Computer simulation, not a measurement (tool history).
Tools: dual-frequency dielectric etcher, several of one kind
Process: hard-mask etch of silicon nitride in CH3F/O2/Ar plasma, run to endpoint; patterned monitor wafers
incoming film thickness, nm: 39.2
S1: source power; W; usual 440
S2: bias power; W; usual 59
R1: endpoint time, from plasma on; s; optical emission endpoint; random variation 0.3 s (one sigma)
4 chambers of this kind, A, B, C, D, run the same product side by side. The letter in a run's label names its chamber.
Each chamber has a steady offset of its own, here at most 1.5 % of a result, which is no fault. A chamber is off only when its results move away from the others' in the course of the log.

| run | day | S1 | S2 | R1 |
|---|---|---|---|---|
| 1B | 0.338 | 440 | 59 | 58.700 |
| 2C | 0.642 | 440 | 59 | 59.199 |
| 3A | 0.917 | 440 | 59 | 58.584 |
| 4D | 1.304 | 440 | 59 | 58.798 |
| 5B | 1.667 | 440 | 59 | 58.759 |
| 6A | 1.996 | 440 | 59 | 58.858 |
| 7D | 2.242 | 440 | 59 | 59.130 |
| 8C | 2.683 | 440 | 59 | 59.468 |
| 9B | 3.092 | 440 | 59 | 58.556 |
| 10A | 3.433 | 440 | 59 | 58.873 |
| 11D | 3.671 | 440 | 59 | 58.920 |
| 12C | 4.042 | 390 | 59 | 61.646 |
| 13B | 4.325 | 390 | 59 | 61.296 |
|  | 4.475 | chamber B: wet clean of the chamber |
| 14A | 4.750 | 390 | 59 | 61.456 |
| 15C | 5.083 | 390 | 59 | 61.717 |
| 16D | 5.350 | 440 | 59 | 58.798 |
| 17C | 5.562 | 440 | 68 | 56.435 |
| 18B | 5.900 | 440 | 68 | 56.069 |
| 19D | 6.125 | 440 | 68 | 56.733 |
| 20A | 6.433 | 440 | 68 | 56.041 |
| 21B | 6.658 | 440 | 59 | 59.021 |
| 22A | 6.988 | 440 | 59 | 58.554 |
| 23C | 7.375 | 440 | 59 | 58.268 |
| 24D | 7.767 | 440 | 59 | 59.635 |
| 25A | 8.129 | 440 | 59 | 58.119 |
| 26D | 8.462 | 440 | 59 | 59.267 |
| 27C | 8.917 | 440 | 71 | 55.366 |
| 28B | 9.308 | 440 | 71 | 54.822 |
| 29B | 9.583 | 440 | 71 | 55.370 |
| 30D | 9.846 | 440 | 71 | 56.131 |
| 31A | 10.062 | 370 | 71 | 58.954 |
| 32C | 10.367 | 370 | 71 | 59.074 |

What goes on in this fleet: one chamber off, a drifting gauge, or nothing beyond the chambers' own small offsets? Name the chamber and the cause, if any.

No chamber stands off beyond its own small offset, and the gauge holds steady.
